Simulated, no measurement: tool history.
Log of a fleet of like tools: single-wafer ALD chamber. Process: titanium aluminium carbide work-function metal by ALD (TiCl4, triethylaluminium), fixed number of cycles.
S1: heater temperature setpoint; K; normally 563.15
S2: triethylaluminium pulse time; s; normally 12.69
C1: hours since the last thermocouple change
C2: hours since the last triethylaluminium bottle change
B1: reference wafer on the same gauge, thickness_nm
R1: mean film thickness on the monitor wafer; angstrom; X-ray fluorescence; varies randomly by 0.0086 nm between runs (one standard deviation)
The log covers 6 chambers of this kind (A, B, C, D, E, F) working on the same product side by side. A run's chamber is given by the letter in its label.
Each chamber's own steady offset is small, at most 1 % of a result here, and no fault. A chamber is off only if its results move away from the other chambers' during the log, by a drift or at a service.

Run 1B, hour 8.6: usual settings; C1 498.9; C2 382.7; B1 2.0591. Result: R1 19.591 angstrom.
Run 2A, hour 13.6: usual settings; C1 632.2; C2 268.6; B1 2.0598. Result: R1 19.612 angstrom.
Run 3D, hour 20.4: usual settings; C1 849.3; C2 1025.9; B1 2.0580. Result: R1 19.413 angstrom.
Run 4F, hour 24.6: usual settings; C1 52.1; C2 226.3; B1 2.0609. Result: R1 19.379 angstrom.
Run 5E, hour 31.1: usual settings; C1 3105.7; C2 111.9; B1 2.0599. Result: R1 19.582 angstrom.
Run 6C, hour 36.6: usual settings; C1 546.2; C2 515.8; B1 2.0584. Result: R1 19.446 angstrom.
Run 7F, hour 42.2: usual settings; C1 69.7; C2 243.9; B1 2.0575. Result: R1 19.435 angstrom.
Run 8D, hour 50.8: usual settings; C1 879.7; C2 1056.3; B1 2.0607. Result: R1 19.421 angstrom.
Run 9A, hour 57.6: usual settings; C1 676.2; C2 312.6; B1 2.0596. Result: R1 19.583 angstrom.
Run 10E, hour 64.0: usual settings; C1 3138.6; C2 144.8; B1 2.0606. Result: R1 19.347 angstrom.
Run 11C, hour 68.8: usual settings but S1 551.15 K, S2 14.25 s; C1 578.4; C2 548.0; B1 2.0609. Result: R1 18.615 angstrom.
Run 12B, hour 77.6: usual settings but S1 551.15 K, S2 14.25 s; C1 567.9; C2 451.7; B1 2.0597. Result: R1 18.573 angstrom.
Run 13A, hour 82.9: usual settings but S1 551.15 K, S2 14.25 s; C1 701.5; C2 337.9; B1 2.0583. Result: R1 18.629 angstrom.
Run 14F, hour 91.7: usual settings but S1 551.15 K, S2 14.25 s; C1 119.2; C2 293.4; B1 2.0589. Result: R1 18.598 angstrom.
Run 15B, hour 99.7: usual settings but S1 551.15 K, S2 14.25 s; C1 590.0; C2 473.8; B1 2.0619. Result: R1 18.547 angstrom.
Run 16D, hour 106.2: usual settings but S1 551.15 K, S2 14.25 s; C1 935.1; C2 1111.7; B1 2.0596. Result: R1 18.465 angstrom.
Run 17E, hour 110.4: usual settings; C1 3185.0; C2 191.2; B1 2.0605. Result: R1 19.310 angstrom.
Run 18C, hour 118.4: usual settings; C1 628.0; C2 597.6; B1 2.0585. Result: R1 19.314 angstrom.
Run 19A, hour 125.4: usual settings; C1 744.0; C2 380.4; B1 2.0612. Result: R1 19.616 angstrom.
At hour 127.2: chamber B: triethylaluminium bottle replaced.
Run 20F, hour 129.8: usual settings; C1 157.3; C2 331.5; B1 2.0599. Result: R1 19.336 angstrom.
Run 21B, hour 134.6: usual settings; C1 624.9; C2 7.4; B1 2.0591. Result: R1 19.685 angstrom.
Run 22D, hour 141.1: usual settings; C1 970.0; C2 1146.6; B1 2.0607. Result: R1 19.549 angstrom.
Run 23E, hour 145.9: usual settings; C1 3220.5; C2 226.7; B1 2.0620. Result: R1 19.387 angstrom.
Run 24C, hour 150.3: usual settings; C1 659.9; C2 629.5; B1 2.0585. Result: R1 19.471 angstrom.
Run 25B, hour 159.0: usual settings but S1 575.15 K; C1 649.3; C2 31.8; B1 2.0606. Result: R1 20.493 angstrom.
Run 26C, hour 164.5: usual settings but S1 575.15 K; C1 674.1; C2 643.7; B1 2.0606. Result: R1 20.553 angstrom.
Run 27A, hour 170.1: usual settings but S1 575.15 K; C1 788.7; C2 425.1; B1 2.0609. Result: R1 20.722 angstrom.
Run 28E, hour 177.0: usual settings but S1 575.15 K; C1 3251.6; C2 257.8; B1 2.0607. Result: R1 20.257 angstrom.
Run 29D, hour 183.9: usual settings but S1 575.15 K; C1 1012.8; C2 1189.4; B1 2.0610. Result: R1 20.477 angstrom.
Run 30F, hour 189.0: usual settings but S1 575.15 K; C1 216.5; C2 390.7; B1 2.0620. Result: R1 20.470 angstrom.
At hour 192.9: chamber E: thermocouple changed; heater temperature recalibrated.
Run 31D, hour 194.2: usual settings; C1 1023.1; C2 1199.7; B1 2.0601. Result: R1 19.192 angstrom.
At hour 195.9: chamber D: triethylaluminium bottle replaced.
Run 32C, hour 200.0: usual settings but S2 17.13 s; C1 709.6; C2 679.2; B1 2.0607. Result: R1 19.560 angstrom.
Run 33B, hour 206.5: usual settings but S2 17.13 s; C1 696.8; C2 79.3; B1 2.0583. Result: R1 19.677 angstrom.
Run 34F, hour 213.4: usual settings but S2 17.13 s; C1 240.9; C2 415.1; B1 2.0616. Result: R1 19.748 angstrom.
Run 35E, hour 220.3: usual settings but S2 17.13 s; C1 27.4; C2 301.1; B1 2.0598. Result: R1 19.546 angstrom.
Run 36A, hour 226.5: usual settings but S2 17.13 s; C1 845.1; C2 481.5; B1 2.0602. Result: R1 19.817 angstrom.
Run 37A, hour 232.8: usual settings but S2 17.13 s; C1 851.4; C2 487.8; B1 2.0586. Result: R1 19.745 angstrom.
Run 38F, hour 237.3: usual settings; C1 264.8; C2 439.0; B1 2.0622. Result: R1 19.441 angstrom.
Run 39B, hour 245.4: usual settings; C1 735.7; C2 118.2; B1 2.0612. Result: R1 19.694 angstrom.
Run 40D, hour 250.1: usual settings but S1 571.15 K, S2 10.38 s; C1 1079.0; C2 54.2; B1 2.0614. Result: R1 19.815 angstrom.

Does one chamber stand apart from the rest, does the shared gauge drift, or is all well apart from small per-chamber offsets? Give the chamber and the most likely cause, where there is one.

One chamber, E, drifts off from the rest bit by bit.
Cause: triethylaluminium dose below that of a fresh bottle (%) = 30.2.

Below are 4 candidate recipes for chamber E's next run, each the usual settings with a change, their results shown as question marks. Which of them brings E's results back in line with what the other chambers give on the usual settings?
In line means no further than this from the other chambers' mean on the usual settings: R1 0.300 angstrom
Run 41E-1, hour 256.5: usual settings but S1 555.15 K. Result: R1 ?.
Run 41E-2, hour 256.5: usual settings but S1 562.15 K, S2 12.37 s. Result: R1 ?.
Run 41E-3, hour 256.5: usual settings but S1 564.15 K, S2 13.01 s. Result: R1 ?.
Run 41E-4, hour 256.5: usual settings but S1 567.15 K, S2 14.06 s. Result: R1 ?.

On the usual settings, the other chambers give on average: R1 19.517 angstrom
  run      R1
41E-1  18.116
41E-2  18.622
41E-3  18.938
41E-4  19.393
The right change is 41E-4: it brings the chamber back within the allowed miss of the others.
